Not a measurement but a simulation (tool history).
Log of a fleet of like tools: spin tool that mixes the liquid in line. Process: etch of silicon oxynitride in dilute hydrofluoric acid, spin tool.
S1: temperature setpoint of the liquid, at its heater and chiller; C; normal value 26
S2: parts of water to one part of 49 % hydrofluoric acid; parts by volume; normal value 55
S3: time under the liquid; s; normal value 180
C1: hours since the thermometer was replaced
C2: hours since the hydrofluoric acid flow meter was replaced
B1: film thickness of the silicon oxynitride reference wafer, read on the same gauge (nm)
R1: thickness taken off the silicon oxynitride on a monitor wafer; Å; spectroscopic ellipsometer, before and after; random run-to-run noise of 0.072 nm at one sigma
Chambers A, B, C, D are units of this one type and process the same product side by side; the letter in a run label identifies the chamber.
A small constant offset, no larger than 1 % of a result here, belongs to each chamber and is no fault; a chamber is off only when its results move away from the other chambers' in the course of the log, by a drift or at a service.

{"run": "1D", "day": 0.242, "S1": 26, "S2": 55, "S3": 180, "C1": 1641.7, "C2": 702.1, "B1": 100.03, "R1": 88.805}
{"run": "2C", "day": 0.458, "S1": 26, "S2": 55, "S3": 180, "C1": 2269.8, "C2": 376.6, "B1": 99.994, "R1": 90.209}
{"run": "3A", "day": 0.621, "S1": 26, "S2": 55, "S3": 180, "C1": 1015.2, "C2": 110.7, "B1": 99.996, "R1": 90.878}
{"run": "4B", "day": 0.817, "S1": 26, "S2": 55, "S3": 180, "C1": 609.1, "C2": 598.1, "B1": 100.02, "R1": 90.779}
{"run": "5A", "day": 0.938, "S1": 26, "S2": 55, "S3": 180, "C1": 1022.8, "C2": 118.3, "B1": 100.02, "R1": 90.36}
{"run": "6D", "day": 1.125, "S1": 26, "S2": 55, "S3": 180, "C1": 1662.9, "C2": 723.3, "B1": 100.01, "R1": 90.647}
{"run": "7B", "day": 1.362, "S1": 26, "S2": 55, "S3": 180, "C1": 622.2, "C2": 611.2, "B1": 99.987, "R1": 90.478}
{"run": "8C", "day": 1.483, "S1": 26, "S2": 55, "S3": 180, "C1": 2294.4, "C2": 401.2, "B1": 99.981, "R1": 91.41}
{"run": "9A", "day": 1.629, "S1": 26, "S2": 55, "S3": 75, "C1": 1039.4, "C2": 134.9, "B1": 100.01, "R1": 37.963}
{"day": 1.754, "done": "chamber C: hydrofluoric acid flow meter replaced"}
{"run": "10C", "day": 1.842, "S1": 26, "S2": 55, "S3": 75, "C1": 2303, "C2": 2.1, "B1": 99.977, "R1": 38.043}
{"run": "11B", "day": 2.033, "S1": 26, "S2": 55, "S3": 75, "C1": 638.3, "C2": 627.3, "B1": 99.934, "R1": 37.063}
{"run": "12D", "day": 2.212, "S1": 26, "S2": 55, "S3": 75, "C1": 1689, "C2": 749.4, "B1": 100, "R1": 37.737}
{"run": "13B", "day": 2.338, "S1": 26, "S2": 55, "S3": 180, "C1": 645.6, "C2": 634.6, "B1": 99.974, "R1": 88.686}
{"run": "14D", "day": 2.533, "S1": 26, "S2": 55, "S3": 180, "C1": 1696.7, "C2": 757.1, "B1": 99.997, "R1": 87.684}
{"run": "15C", "day": 2.712, "S1": 26, "S2": 55, "S3": 180, "C1": 2323.9, "C2": 23, "B1": 100.04, "R1": 90.713}
{"run": "16A", "day": 2.829, "S1": 26, "S2": 55, "S3": 180, "C1": 1068.2, "C2": 163.7, "B1": 99.978, "R1": 91.405}
{"run": "17C", "day": 3.017, "S1": 26, "S2": 55, "S3": 180, "C1": 2331.2, "C2": 30.3, "B1": 100.01, "R1": 90.644}
{"run": "18B", "day": 3.146, "S1": 26, "S2": 55, "S3": 180, "C1": 665, "C2": 654, "B1": 99.977, "R1": 87.53}
{"run": "19A", "day": 3.304, "S1": 26, "S2": 55, "S3": 180, "C1": 1079.6, "C2": 175.1, "B1": 100.04, "R1": 89.974}
{"run": "20D", "day": 3.567, "S1": 26, "S2": 55, "S3": 180, "C1": 1721.5, "C2": 781.9, "B1": 99.97, "R1": 89.382}
{"run": "21D", "day": 3.804, "S1": 26, "S2": 55, "S3": 180, "C1": 1727.2, "C2": 787.6, "B1": 99.942, "R1": 88.574}
{"run": "22A", "day": 4.029, "S1": 26, "S2": 55, "S3": 180, "C1": 1097, "C2": 192.5, "B1": 100.01, "R1": 90.842}
{"run": "23B", "day": 4.162, "S1": 26, "S2": 55, "S3": 180, "C1": 689.4, "C2": 678.4, "B1": 100.05, "R1": 86.585}
{"run": "24C", "day": 4.379, "S1": 26, "S2": 55, "S3": 180, "C1": 2363.9, "C2": 63, "B1": 99.98, "R1": 89.413}
{"run": "25A", "day": 4.521, "S1": 26, "S2": 55, "S3": 180, "C1": 1108.8, "C2": 204.3, "B1": 99.986, "R1": 89.916}
{"run": "26C", "day": 4.733, "S1": 26, "S2": 55, "S3": 180, "C1": 2372.4, "C2": 71.5, "B1": 99.954, "R1": 91.47}
{"run": "27B", "day": 4.9, "S1": 26, "S2": 55, "S3": 180, "C1": 707.1, "C2": 696.1, "B1": 99.93, "R1": 85.242}
{"run": "28D", "day": 5.079, "S1": 26, "S2": 55, "S3": 180, "C1": 1757.8, "C2": 818.2, "B1": 99.976, "R1": 89.11}
{"run": "29B", "day": 5.242, "S1": 26, "S2": 55, "S3": 180, "C1": 715.3, "C2": 704.3, "B1": 99.998, "R1": 85.542}
{"run": "30C", "day": 5.425, "S1": 26, "S2": 55, "S3": 180, "C1": 2389, "C2": 88.1, "B1": 99.994, "R1": 90.531}
{"run": "31A", "day": 5.538, "S1": 22.5, "S2": 70, "S3": 180, "C1": 1133.2, "C2": 228.7, "B1": 100.03, "R1": 59.181}
{"run": "32D", "day": 5.746, "S1": 22.5, "S2": 70, "S3": 180, "C1": 1773.8, "C2": 834.2, "B1": 99.996, "R1": 58.719}
{"run": "33A", "day": 5.862, "S1": 22.5, "S2": 70, "S3": 180, "C1": 1141, "C2": 236.5, "B1": 99.973, "R1": 58.284}
{"run": "34C", "day": 6.108, "S1": 22.5, "S2": 70, "S3": 180, "C1": 2405.4, "C2": 104.5, "B1": 100.01, "R1": 59.49}
{"day": 6.254, "done": "chamber B: hydrofluoric acid flow meter replaced"}
{"run": "35B", "day": 6.358, "S1": 26, "S2": 55, "S3": 180, "C1": 742.1, "C2": 2.5, "B1": 99.98, "R1": 84.532}
{"run": "36D", "day": 6.517, "S1": 26, "S2": 55, "S3": 180, "C1": 1792.3, "C2": 852.7, "B1": 100.01, "R1": 87.45}
{"day": 6.583, "done": "chamber C: thermometer replaced"}
{"run": "37A", "day": 6.758, "S1": 26, "S2": 55, "S3": 180, "C1": 1162.5, "C2": 258, "B1": 99.98, "R1": 90.87}
{"run": "38B", "day": 6.979, "S1": 26, "S2": 55, "S3": 180, "C1": 757, "C2": 17.4, "B1": 99.984, "R1": 83.481}
{"run": "39C", "day": 7.225, "S1": 24.5, "S2": 40, "S3": 180, "C1": 15.4, "C2": 131.3, "B1": 99.969, "R1": 119.41}
{"run": "40D", "day": 7.429, "S1": 24.5, "S2": 40, "S3": 180, "C1": 1814.2, "C2": 874.6, "B1": 99.978, "R1": 114.44}

Next, all 4 chambers run the settings below, one line each with question marks for the results. What does each chamber give?
{"run": "41A", "day": 7.617, "S1": 26, "S2": 55, "S3": 180, "R1": "?"}
{"run": "41B", "day": 7.617, "S1": 26, "S2": 55, "S3": 180, "R1": "?"}
{"run": "41C", "day": 7.617, "S1": 26, "S2": 55, "S3": 180, "R1": "?"}
{"run": "41D", "day": 7.617, "S1": 26, "S2": 55, "S3": 180, "R1": "?"}

run=41A R1=90.874
run=41B R1=83.531
run=41C R1=91.2
run=41D R1=89.034
